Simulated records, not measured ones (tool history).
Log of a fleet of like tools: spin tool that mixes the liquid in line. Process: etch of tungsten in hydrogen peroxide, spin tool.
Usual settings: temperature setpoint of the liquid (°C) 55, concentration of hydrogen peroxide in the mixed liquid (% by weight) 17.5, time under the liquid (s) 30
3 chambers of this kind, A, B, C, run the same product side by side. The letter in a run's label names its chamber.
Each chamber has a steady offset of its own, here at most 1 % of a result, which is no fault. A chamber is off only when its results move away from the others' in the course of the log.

run,hour,temperature setpoint of the liquid (°C),concentration of hydrogen peroxide in the mixed liquid (% by weight),time under the liquid (s),hours since the thermometer was replaced,hours since the peroxide flow meter was replaced,hours since the heated supply line was repaired,hours since the drum of peroxide was connected,"read-back film thickness of the tungsten reference wafer, read on the same gauge (nm)",thickness taken off the tungsten on a monitor wafer (Å)
1A,13.2,55,17.5,30,1414.3,342.5,373.1,534.3,149.98,1052.4
2B,22,55,17.5,30,879.7,615.5,1716.7,53.8,150,1052.9
3C,33.7,55,17.5,30,2317.7,1479.9,951.9,1056.1,150,1063.2
4A,40.8,55,17.5,30,1441.9,370.1,400.7,561.9,150.01,1067.4
5C,50.8,55,17.5,30,2334.8,1497,969,1073.2,150,1043.2
6B,59,55,17.5,30,916.7,652.5,1753.7,90.8,150,1073.6
7A,69.3,58.5,17.5,50,1470.4,398.6,429.2,590.4,149.99,2138.5
8B,80.7,58.5,17.5,50,938.4,674.2,1775.4,112.5,150,2196.5
9C,88.6,58.5,17.5,50,2372.6,1534.8,1006.8,1111,149.98,2119.9
# hour 93.8: chamber C: peroxide flow meter replaced
10C,99.1,55,17.5,30,2383.1,5.4,1017.3,1121.5,150.02,1048.2
11A,107.5,55,17.5,30,1508.6,436.8,467.4,628.6,150.02,1058.6
12B,114.9,55,17.5,30,972.6,708.4,1809.6,146.7,149.99,1044.2
13B,122.4,55,17.5,30,980.1,715.9,1817.1,154.2,150.01,1062
14C,133.6,47.5,13,30,2417.6,39.9,1051.8,1156,150.03,579.44
15A,148.2,47.5,13,30,1549.3,477.5,508.1,669.3,149.96,564.35
16B,155.8,47.5,13,30,1013.5,749.3,1850.5,187.6,149.99,572.81
17C,170.5,55,17.5,30,2454.5,76.8,1088.7,1192.9,149.97,1054.4
18A,176.9,55,17.5,30,1578,506.2,536.8,698,150.01,1058.8
19A,189.6,55,17.5,30,1590.7,518.9,549.5,710.7,150,1061.4
20B,197.6,55,17.5,30,1055.3,791.1,1892.3,229.4,150.03,1029.6
21C,206.9,55,17.5,30,2490.9,113.2,1125.1,1229.3,149.95,1054.4
22B,215.7,62.5,17.5,30,1073.4,809.2,1910.4,247.5,150.02,1559.5
23C,224.6,62.5,17.5,30,2508.6,130.9,1142.8,1247,149.99,1602.8
24A,237.3,62.5,17.5,30,1638.4,566.6,597.2,758.4,149.97,1609.8
25A,245.8,55,17.5,30,1646.9,575.1,605.7,766.9,150.01,1057
26B,256.8,55,17.5,30,1114.5,850.3,1951.5,288.6,149.98,992.52
# hour 257.7: chamber A: new drum of peroxide connected
27C,268.4,55,17.5,30,2552.4,174.7,1186.6,1290.8,150,1050.4
28B,282.2,55,17.5,30,1139.9,875.7,1976.9,314,150.02,962.7
# hour 288.4: chamber B: peroxide flow meter replaced
29A,291.2,55,22,40,1692.3,620.5,651.1,33.6,150.04,1591.6
30C,304.7,55,22,40,2588.7,211,1222.9,1327.1,149.97,1586.7
31A,312.4,55,22,40,1713.5,641.7,672.3,54.8,149.97,1595.6
32B,326.4,55,17.5,30,1184.1,38.1,2021.1,358.2,150.01,941.09

All 3 chambers run these settings next. Forecast each chamber's results:
33A,337,55,17.5,30,,,,,,?
33B,337,55,17.5,30,,,,,,?
33C,337,55,17.5,30,,,,,,?

run,thickness taken off the tungsten on a monitor wafer (Å)
33A,1028.9
33B,926.16
33C,1051.3

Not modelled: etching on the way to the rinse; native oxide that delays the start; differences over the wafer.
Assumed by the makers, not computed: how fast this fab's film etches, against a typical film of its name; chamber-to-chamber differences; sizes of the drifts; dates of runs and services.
